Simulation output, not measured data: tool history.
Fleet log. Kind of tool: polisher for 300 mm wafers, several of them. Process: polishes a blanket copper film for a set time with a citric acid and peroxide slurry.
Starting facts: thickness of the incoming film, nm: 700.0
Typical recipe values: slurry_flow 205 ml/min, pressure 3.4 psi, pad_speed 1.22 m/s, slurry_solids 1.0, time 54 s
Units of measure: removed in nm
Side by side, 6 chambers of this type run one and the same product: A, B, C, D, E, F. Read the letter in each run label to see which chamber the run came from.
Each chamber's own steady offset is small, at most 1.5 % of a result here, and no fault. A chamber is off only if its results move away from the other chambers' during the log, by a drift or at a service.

run	hour	slurry_flow	pressure	pad_speed	slurry_solids	time	removed
1C	6.6	205	3.4	1.22	1.0	54	131.480
# hour 15.5: chamber A: worn pad replaced by a new one
2A	16.8	205	3.4	1.22	1.0	54	136.290
# hour 18.5: chamber C: slurry blender recalibrated
3E	22.1	205	3.4	1.22	1.0	54	138.080
4D	28.8	205	3.4	1.22	1.0	54	132.080
# hour 29.2: chamber F: worn pad replaced by a new one
# hour 32.1: chamber B: worn pad replaced by a new one
5B	36.0	205	3.4	1.22	1.0	54	136.560
6F	47.0	205	3.4	1.22	1.0	54	134.270
# hour 47.3: chamber A: slurry blender recalibrated
7F	56.3	205	3.4	1.22	1.0	54	131.500
# hour 61.6: chamber E: worn pad replaced by a new one
# hour 62.9: chamber E: slurry blender recalibrated
8D	66.9	205	3.4	1.22	1.0	54	137.410
# hour 75.9: chamber A: head pressure recalibrated
9B	77.8	205	3.4	1.22	0.9	41	100.040
# hour 79.7: chamber D: worn pad replaced by a new one
# hour 83.0: chamber C: worn pad replaced by a new one
10C	86.0	205	3.4	1.22	0.9	41	98.832
# hour 93.4: chamber D: slurry blender recalibrated
# hour 93.7: chamber E: slurry nozzle cleaned
11A	96.7	205	3.4	1.22	0.9	41	98.345
# hour 98.4: chamber C: slurry nozzle cleaned
# hour 100.1: chamber B: worn pad replaced by a new one
12E	102.7	205	3.4	1.22	0.9	41	100.490
# hour 105.4: chamber F: worn pad replaced by a new one
# hour 108.9: chamber D: slurry nozzle cleaned
13D	112.8	205	3.4	1.22	0.9	41	97.951
14F	121.7	205	3.4	1.22	0.9	41	100.940
15E	127.9	205	3.4	1.22	1.0	54	133.530
# hour 131.6: chamber A: worn pad replaced by a new one
# hour 134.7: chamber E: worn pad replaced by a new one
16C	138.1	205	3.4	1.22	1.0	54	132.340
17A	148.6	205	3.4	1.22	1.0	54	132.440
# hour 154.2: chamber E: slurry blender recalibrated
# hour 157.8: chamber A: slurry blender recalibrated
18B	158.3	205	3.4	1.22	1.0	54	134.480
# hour 160.4: chamber F: slurry blender recalibrated
19B	168.7	205	3.4	1.22	1.0	54	135.140
# hour 174.4: chamber B: worn pad replaced by a new one
# hour 175.9: chamber C: worn pad replaced by a new one
20A	177.1	205	3.4	1.22	1.0	54	131.970
21C	182.8	205	3.4	1.22	1.0	54	133.930
22E	189.8	205	3.4	1.22	1.0	54	136.160
# hour 191.2: chamber F: worn pad replaced by a new one
# hour 197.0: chamber E: worn pad replaced by a new one
23D	198.0	205	3.4	1.22	1.0	54	135.440
24F	208.6	205	3.4	1.22	1.0	54	135.850
25E	216.8	205	3.4	1.22	1.0	54	135.030
# hour 220.0: chamber D: worn pad replaced by a new one
26A	227.6	205	3.4	1.22	1.0	54	132.470
# hour 235.1: chamber B: worn pad replaced by a new one
27B	237.2	205	3.4	1.22	1.0	54	137.200
# hour 244.0: chamber A: worn pad replaced by a new one
28D	246.7	205	3.4	1.22	1.0	54	135.670
29F	252.6	205	3.4	1.22	1.0	54	138.380
30C	259.7	205	3.4	1.22	1.0	54	129.310
# hour 261.6: chamber F: worn pad replaced by a new one
# hour 262.4: chamber E: slurry blender recalibrated
# hour 262.9: chamber C: worn pad replaced by a new one
# hour 264.9: chamber E: worn pad replaced by a new one
31E	269.8	205	3.4	1.22	1.0	54	136.040
32D	280.7	205	3.4	1.22	1.0	54	138.040
33C	291.3	205	3.4	1.22	1.0	54	132.780
# hour 293.5: chamber A: slurry blender recalibrated
34F	298.2	205	3.4	1.22	1.0	54	130.860
35B	306.0	205	3.4	1.22	1.0	54	135.580
36A	315.3	205	3.4	1.22	1.0	54	134.010
# hour 317.7: chamber F: slurry nozzle cleaned
37F	321.3	205	3.4	1.22	1.0	54	135.240
38D	326.6	265	3.4	1.22	1.0	36	91.866
# hour 331.4: chamber E: worn pad replaced by a new one
39A	335.4	265	3.4	1.22	1.0	36	93.511
40E	344.3	265	3.4	1.22	1.0	36	90.839
41C	351.3	265	3.4	1.22	1.0	36	90.703

Decide between three cases: one chamber stands off from its peers, the gauge reading all wafers drifts, or nothing is wrong past each chamber's small offset. Where a chamber is off, say which and what most likely put it there.

No chamber is off and the gauge is stable; the differences are just each chamber's small, constant offset.

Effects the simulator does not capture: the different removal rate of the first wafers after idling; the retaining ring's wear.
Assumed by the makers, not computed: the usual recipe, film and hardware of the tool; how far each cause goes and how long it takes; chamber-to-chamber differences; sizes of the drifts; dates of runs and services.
